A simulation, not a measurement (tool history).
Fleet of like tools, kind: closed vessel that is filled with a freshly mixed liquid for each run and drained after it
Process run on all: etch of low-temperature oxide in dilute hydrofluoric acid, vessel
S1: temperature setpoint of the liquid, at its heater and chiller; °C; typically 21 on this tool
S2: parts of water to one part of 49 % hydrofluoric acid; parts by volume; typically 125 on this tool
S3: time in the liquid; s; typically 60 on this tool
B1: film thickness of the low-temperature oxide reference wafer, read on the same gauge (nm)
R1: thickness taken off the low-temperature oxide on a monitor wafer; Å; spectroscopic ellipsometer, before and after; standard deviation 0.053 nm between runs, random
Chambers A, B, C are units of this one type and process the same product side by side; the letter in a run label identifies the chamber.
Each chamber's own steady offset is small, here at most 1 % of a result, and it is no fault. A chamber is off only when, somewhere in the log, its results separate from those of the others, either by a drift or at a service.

Run 1B, hour 13.3: usual settings; B1 80.014. Result: R1 57.095 Å.
Run 2C, hour 24: usual settings; B1 80.011. Result: R1 56.793 Å.
Run 3A, hour 34.3: usual settings; B1 80.02. Result: R1 55.968 Å.
Run 4C, hour 47.3: usual settings; B1 80.024. Result: R1 56.047 Å.
Run 5B, hour 60.4: usual settings; B1 79.987. Result: R1 57.704 Å.
Run 6A, hour 70.9: usual settings; B1 80.022. Result: R1 55.634 Å.
Run 7A, hour 79.5: usual settings; B1 80.033. Result: R1 56.541 Å.
Run 8C, hour 87.7: usual settings but S3 40 s; B1 79.993. Result: R1 37.739 Å.
Run 9B, hour 97.5: usual settings but S3 40 s; B1 80.021. Result: R1 38.556 Å.
Run 10A, hour 108.4: usual settings but S3 40 s; B1 79.987. Result: R1 36.698 Å.
Run 11B, hour 122.9: usual settings; B1 80.038. Result: R1 58.312 Å.
Run 12C, hour 131: usual settings; B1 79.986. Result: R1 57.038 Å.
Run 13C, hour 138.8: usual settings; B1 79.993. Result: R1 57.679 Å.
Run 14A, hour 152.8: usual settings; B1 80.005. Result: R1 54.354 Å.
Run 15B, hour 161.9: usual settings; B1 80.003. Result: R1 56.923 Å.
At hour 166.6: chamber B: thermometer replaced.
Run 16C, hour 176.4: usual settings; B1 79.974. Result: R1 57.376 Å.
Run 17B, hour 190.8: usual settings; B1 79.972. Result: R1 57.665 Å.
Run 18A, hour 205.3: usual settings; B1 80.009. Result: R1 53.245 Å.
Run 19C, hour 213.6: usual settings; B1 80.013. Result: R1 56.894 Å.
Run 20B, hour 228.2: usual settings; B1 79.993. Result: R1 57.367 Å.
Run 21A, hour 237.9: usual settings; B1 80.023. Result: R1 52.119 Å.
Run 22C, hour 244.5: usual settings; B1 79.934. Result: R1 56.691 Å.
Run 23B, hour 253.7: usual settings; B1 80.027. Result: R1 57.952 Å.
Run 24A, hour 265.7: usual settings; B1 80.014. Result: R1 52.055 Å.
Run 25A, hour 272.2: usual settings; B1 80.013. Result: R1 51.733 Å.
Run 26B, hour 280.2: usual settings; B1 79.984. Result: R1 56.336 Å.

Next, every chamber runs the same settings. What will each give?
Run 27A, hour 290.7: usual settings. Result: R1 ?.
Run 27B, hour 290.7: usual settings. Result: R1 ?.
Run 27C, hour 290.7: usual settings. Result: R1 ?.

run      R1
27A  51.486
27B  57.443
27C  56.871
